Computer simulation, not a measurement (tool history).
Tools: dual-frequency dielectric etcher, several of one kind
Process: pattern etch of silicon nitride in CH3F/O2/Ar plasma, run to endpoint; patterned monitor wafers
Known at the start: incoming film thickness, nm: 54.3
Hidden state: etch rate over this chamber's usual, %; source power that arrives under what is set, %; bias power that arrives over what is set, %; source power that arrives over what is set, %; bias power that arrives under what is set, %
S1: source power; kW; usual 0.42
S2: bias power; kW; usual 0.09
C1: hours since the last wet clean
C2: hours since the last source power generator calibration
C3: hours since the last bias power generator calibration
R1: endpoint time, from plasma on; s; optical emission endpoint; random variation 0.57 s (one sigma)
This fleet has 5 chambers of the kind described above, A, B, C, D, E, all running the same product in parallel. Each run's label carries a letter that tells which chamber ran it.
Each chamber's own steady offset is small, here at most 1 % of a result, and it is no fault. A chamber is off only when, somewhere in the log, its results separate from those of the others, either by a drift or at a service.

{"run": "1C", "day": 0.262, "S1": 0.42, "S2": 0.09, "C1": 279.3, "C2": 925.4, "C3": 934.3, "R1": 70.361}
{"run": "2E", "day": 0.483, "S1": 0.42, "S2": 0.09, "C1": 320, "C2": 265.4, "C3": 1049.4, "R1": 71.76}
{"run": "3B", "day": 0.717, "S1": 0.42, "S2": 0.09, "C1": 101.4, "C2": 1687.5, "C3": 1939.9, "R1": 70.301}
{"run": "4A", "day": 0.929, "S1": 0.42, "S2": 0.09, "C1": 497.3, "C2": 2899.2, "C3": 632.9, "R1": 72.089}
{"run": "5D", "day": 1.229, "S1": 0.42, "S2": 0.09, "C1": 54.4, "C2": 1366.3, "C3": 84.2, "R1": 72.008}
{"run": "6B", "day": 1.371, "S1": 0.42, "S2": 0.09, "C1": 117.1, "C2": 1703.2, "C3": 1955.6, "R1": 71.281}
{"run": "7C", "day": 1.546, "S1": 0.42, "S2": 0.09, "C1": 310.1, "C2": 956.2, "C3": 965.1, "R1": 72.544}
{"run": "8A", "day": 1.7, "S1": 0.42, "S2": 0.09, "C1": 515.8, "C2": 2917.7, "C3": 651.4, "R1": 72.847}
{"run": "9D", "day": 1.938, "S1": 0.42, "S2": 0.09, "C1": 71.4, "C2": 1383.3, "C3": 101.2, "R1": 70.304}
{"run": "10E", "day": 2.225, "S1": 0.42, "S2": 0.09, "C1": 361.8, "C2": 307.2, "C3": 1091.2, "R1": 71.262}
{"run": "11C", "day": 2.408, "S1": 0.36, "S2": 0.09, "C1": 330.8, "C2": 976.9, "C3": 985.8, "R1": 74.899}
{"run": "12D", "day": 2.633, "S1": 0.36, "S2": 0.09, "C1": 88.1, "C2": 1400, "C3": 117.9, "R1": 75.234}
{"day": 2.675, "done": "chamber E: wet clean of the chamber"}
{"run": "13E", "day": 2.821, "S1": 0.36, "S2": 0.09, "C1": 3.5, "C2": 321.5, "C3": 1105.5, "R1": 76.41}
{"run": "14A", "day": 3.017, "S1": 0.36, "S2": 0.09, "C1": 547.4, "C2": 2949.3, "C3": 683, "R1": 76.059}
{"run": "15B", "day": 3.175, "S1": 0.36, "S2": 0.09, "C1": 160.4, "C2": 1746.5, "C3": 1998.9, "R1": 74.975}
{"run": "16A", "day": 3.429, "S1": 0.42, "S2": 0.09, "C1": 557.3, "C2": 2959.2, "C3": 692.9, "R1": 71.717}
{"run": "17D", "day": 3.596, "S1": 0.42, "S2": 0.09, "C1": 111.2, "C2": 1423.1, "C3": 141, "R1": 71.112}
{"run": "18B", "day": 3.75, "S1": 0.42, "S2": 0.082, "C1": 174.2, "C2": 1760.3, "C3": 2012.7, "R1": 73.333}
{"run": "19C", "day": 4.021, "S1": 0.42, "S2": 0.082, "C1": 369.5, "C2": 1015.6, "C3": 1024.5, "R1": 73.827}
{"run": "20E", "day": 4.167, "S1": 0.42, "S2": 0.082, "C1": 35.8, "C2": 353.8, "C3": 1137.8, "R1": 74.014}
{"run": "21D", "day": 4.467, "S1": 0.42, "S2": 0.082, "C1": 132.1, "C2": 1444, "C3": 161.9, "R1": 73.331}
{"run": "22A", "day": 4.621, "S1": 0.42, "S2": 0.082, "C1": 585.9, "C2": 2987.8, "C3": 721.5, "R1": 73.859}
{"run": "23E", "day": 4.8, "S1": 0.42, "S2": 0.09, "C1": 51, "C2": 369, "C3": 1153, "R1": 72.236}
{"run": "24B", "day": 5.033, "S1": 0.47, "S2": 0.107, "C1": 205, "C2": 1791.1, "C3": 2043.5, "R1": 63.645}
{"run": "25C", "day": 5.162, "S1": 0.47, "S2": 0.107, "C1": 396.9, "C2": 1043, "C3": 1051.9, "R1": 64.145}
{"run": "26D", "day": 5.425, "S1": 0.47, "S2": 0.107, "C1": 155.1, "C2": 1467, "C3": 184.9, "R1": 64.446}
{"run": "27B", "day": 5.571, "S1": 0.47, "S2": 0.107, "C1": 217.9, "C2": 1804, "C3": 2056.4, "R1": 64.708}
{"run": "28A", "day": 5.796, "S1": 0.47, "S2": 0.107, "C1": 614.1, "C2": 3016, "C3": 749.7, "R1": 64.767}
{"run": "29E", "day": 6.088, "S1": 0.42, "S2": 0.09, "C1": 81.9, "C2": 399.9, "C3": 1183.9, "R1": 71.426}
{"run": "30C", "day": 6.338, "S1": 0.42, "S2": 0.09, "C1": 425.1, "C2": 1071.2, "C3": 1080.1, "R1": 71.313}
{"run": "31D", "day": 6.488, "S1": 0.42, "S2": 0.09, "C1": 180.6, "C2": 1492.5, "C3": 210.4, "R1": 70.859}
{"run": "32B", "day": 6.754, "S1": 0.42, "S2": 0.09, "C1": 246.3, "C2": 1832.4, "C3": 2084.8, "R1": 71.589}
{"run": "33E", "day": 6.912, "S1": 0.42, "S2": 0.09, "C1": 101.7, "C2": 419.7, "C3": 1203.7, "R1": 71.078}
{"run": "34A", "day": 7.208, "S1": 0.42, "S2": 0.09, "C1": 648, "C2": 3049.9, "C3": 783.6, "R1": 72.357}
{"run": "35C", "day": 7.479, "S1": 0.42, "S2": 0.09, "C1": 452.5, "C2": 1098.6, "C3": 1107.5, "R1": 71.874}
{"run": "36A", "day": 7.758, "S1": 0.42, "S2": 0.09, "C1": 661.2, "C2": 3063.1, "C3": 796.8, "R1": 71.754}
{"run": "37E", "day": 8.004, "S1": 0.42, "S2": 0.09, "C1": 127.9, "C2": 445.9, "C3": 1229.9, "R1": 71.775}
{"run": "38D", "day": 8.288, "S1": 0.42, "S2": 0.09, "C1": 223.8, "C2": 1535.7, "C3": 253.6, "R1": 71.477}
{"run": "39C", "day": 8.454, "S1": 0.42, "S2": 0.09, "C1": 475.9, "C2": 1122, "C3": 1130.9, "R1": 71.501}
{"run": "40B", "day": 8.733, "S1": 0.42, "S2": 0.09, "C1": 293.8, "C2": 1879.9, "C3": 2132.3, "R1": 71.377}

Next, all 5 chambers run the settings below, one line each with question marks for the results. What does each chamber give?
{"run": "41A", "day": 8.946, "S1": 0.42, "S2": 0.106, "R1": "?"}
{"run": "41B", "day": 8.946, "S1": 0.42, "S2": 0.106, "R1": "?"}
{"run": "41C", "day": 8.946, "S1": 0.42, "S2": 0.106, "R1": "?"}
{"run": "41D", "day": 8.946, "S1": 0.42, "S2": 0.106, "R1": "?"}
{"run": "41E", "day": 8.946, "S1": 0.42, "S2": 0.106, "R1": "?"}

run=41A R1=67.592
run=41B R1=66.722
run=41C R1=67.192
run=41D R1=66.356
run=41E R1=67.097
